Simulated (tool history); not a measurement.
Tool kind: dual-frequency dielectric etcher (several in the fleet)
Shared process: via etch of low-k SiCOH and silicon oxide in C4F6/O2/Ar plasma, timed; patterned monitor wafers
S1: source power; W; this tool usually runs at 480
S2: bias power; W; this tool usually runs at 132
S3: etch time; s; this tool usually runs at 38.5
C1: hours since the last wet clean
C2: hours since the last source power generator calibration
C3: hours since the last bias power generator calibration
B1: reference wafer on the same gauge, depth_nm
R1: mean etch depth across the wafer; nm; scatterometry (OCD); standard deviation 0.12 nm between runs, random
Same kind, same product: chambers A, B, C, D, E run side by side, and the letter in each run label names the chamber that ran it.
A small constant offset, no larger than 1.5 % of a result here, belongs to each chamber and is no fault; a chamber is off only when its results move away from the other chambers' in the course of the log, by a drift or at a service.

run,day,S1,S2,S3,C1,C2,C3,B1,R1
# day 0.2: chamber E: wet clean of the chamber
1A,0.467,480,132,38.5,70.4,1811.6,1144.8,73.011,89.865
2C,1.096,480,132,38.5,104.2,2983.7,3621.1,73.027,88.665
3E,1.529,480,132,38.5,32,2685.7,3897.6,73.03,88.337
4D,1.946,480,132,38.5,142.4,139.8,1832.7,73.03,88.742
5B,2.408,480,132,38.5,517.6,808.3,967.3,73.045,89.58
6D,2.817,480,132,38.5,163.3,160.7,1853.6,73.026,88.636
# day 3.175: chamber B: wet clean of the chamber
7B,3.192,480,132,38.5,0.4,827.1,986.1,73.053,89.332
# day 3.575: chamber C: bias power generator calibrated
8C,3.667,480,132,38.5,165.9,3045.4,2.2,73.081,88.667
9E,4.171,480,132,38.5,95.4,2749.1,3961,73.083,88.58
10A,4.829,480,132,38.5,175.1,1916.3,1249.5,73.098,90.104
11E,5.167,480,132,38.5,119.3,2773,3984.9,73.116,88.445
12D,5.508,480,132,38.5,227.9,225.3,1918.2,73.133,88.708
13A,5.967,480,132,38.5,202.4,1943.6,1276.8,73.12,90.111
14C,6.421,480,132,38.5,232,3111.5,68.3,73.109,88.98
# day 6.733: chamber C: source power generator calibrated
15B,6.825,480,132,38.5,87.6,914.3,1073.3,73.101,89.39
16E,7.229,480,132,38.5,168.8,2822.5,4034.4,73.132,88.737
17C,7.75,480,132,38.5,263.9,24.4,100.2,73.181,88.849
18A,8.329,480,132,38.5,259.1,2000.3,1333.5,73.175,90.264
19B,8.858,480,132,38.5,136.4,963.1,1122.1,73.175,89.759
20D,9.329,480,132,38.5,319.6,317,2009.9,73.163,88.852
21C,9.65,480,132,38.5,309.5,70,145.8,73.184,89.046
22B,10.279,480,111,34,170.5,997.2,1156.2,73.197,75.508
# day 10.358: chamber A: wet clean of the chamber
23E,10.846,480,111,34,255.6,2909.3,4121.2,73.22,74.36
24A,11.412,480,111,34,25.4,2074.3,1407.5,73.221,75.945
25D,11.975,480,111,34,383.1,380.5,2073.4,73.241,74.805
26E,12.371,480,111,34,292.2,2945.9,4157.8,73.228,74.439
27A,12.971,370,132,28,62.8,2111.7,1444.9,73.242,59.125
28C,13.279,370,132,28,396.6,157.1,232.9,73.252,58.24
29B,13.608,370,132,28,250.4,1077.1,1236.1,73.26,58.709
# day 13.792: chamber D: wet clean of the chamber
# day 14.008: chamber C: wet clean of the chamber
30D,14.196,370,132,28,9.8,433.8,2126.7,73.296,58.45
31D,14.733,370,132,28,22.7,446.7,2139.6,73.295,58.38
32C,15.383,480,132,38.5,33.1,207.6,283.4,73.317,89.121
33A,15.883,480,132,38.5,132.7,2181.6,1514.8,73.3,90.41
34B,16.312,480,132,38.5,315.3,1142,1301,73.302,89.922
35E,16.804,480,132,38.5,398.6,3052.3,4264.2,73.308,88.728
36B,17.117,480,132,33.5,334.6,1161.3,1320.3,73.322,77.848
37C,17.496,480,132,33.5,83.8,258.3,334.1,73.324,77.763
38E,17.958,480,132,33.5,426.3,3080,4291.9,73.355,77.219
39A,18.329,480,132,33.5,191.4,2240.3,1573.5,73.342,78.624
40D,18.912,480,132,33.5,123,547,2239.9,73.366,77.784
41E,19.388,480,132,38.5,460.6,3114.3,4326.2,73.353,88.796
42B,19.696,480,132,38.5,396.5,1223.2,1382.2,73.386,90.057
43C,20.312,600,112,38.5,151.4,325.9,401.7,73.406,93.004

All chambers now run identical settings, listed one chamber a line with results as question marks. What results will each chamber show?
44A,20.779,540,132,38.5,,,,,?
44B,20.779,540,132,38.5,,,,,?
44C,20.779,540,132,38.5,,,,,?
44D,20.779,540,132,38.5,,,,,?
44E,20.779,540,132,38.5,,,,,?

run,R1
44A,94.765
44B,94.177
44C,93.52
44D,93.524
44E,93.247
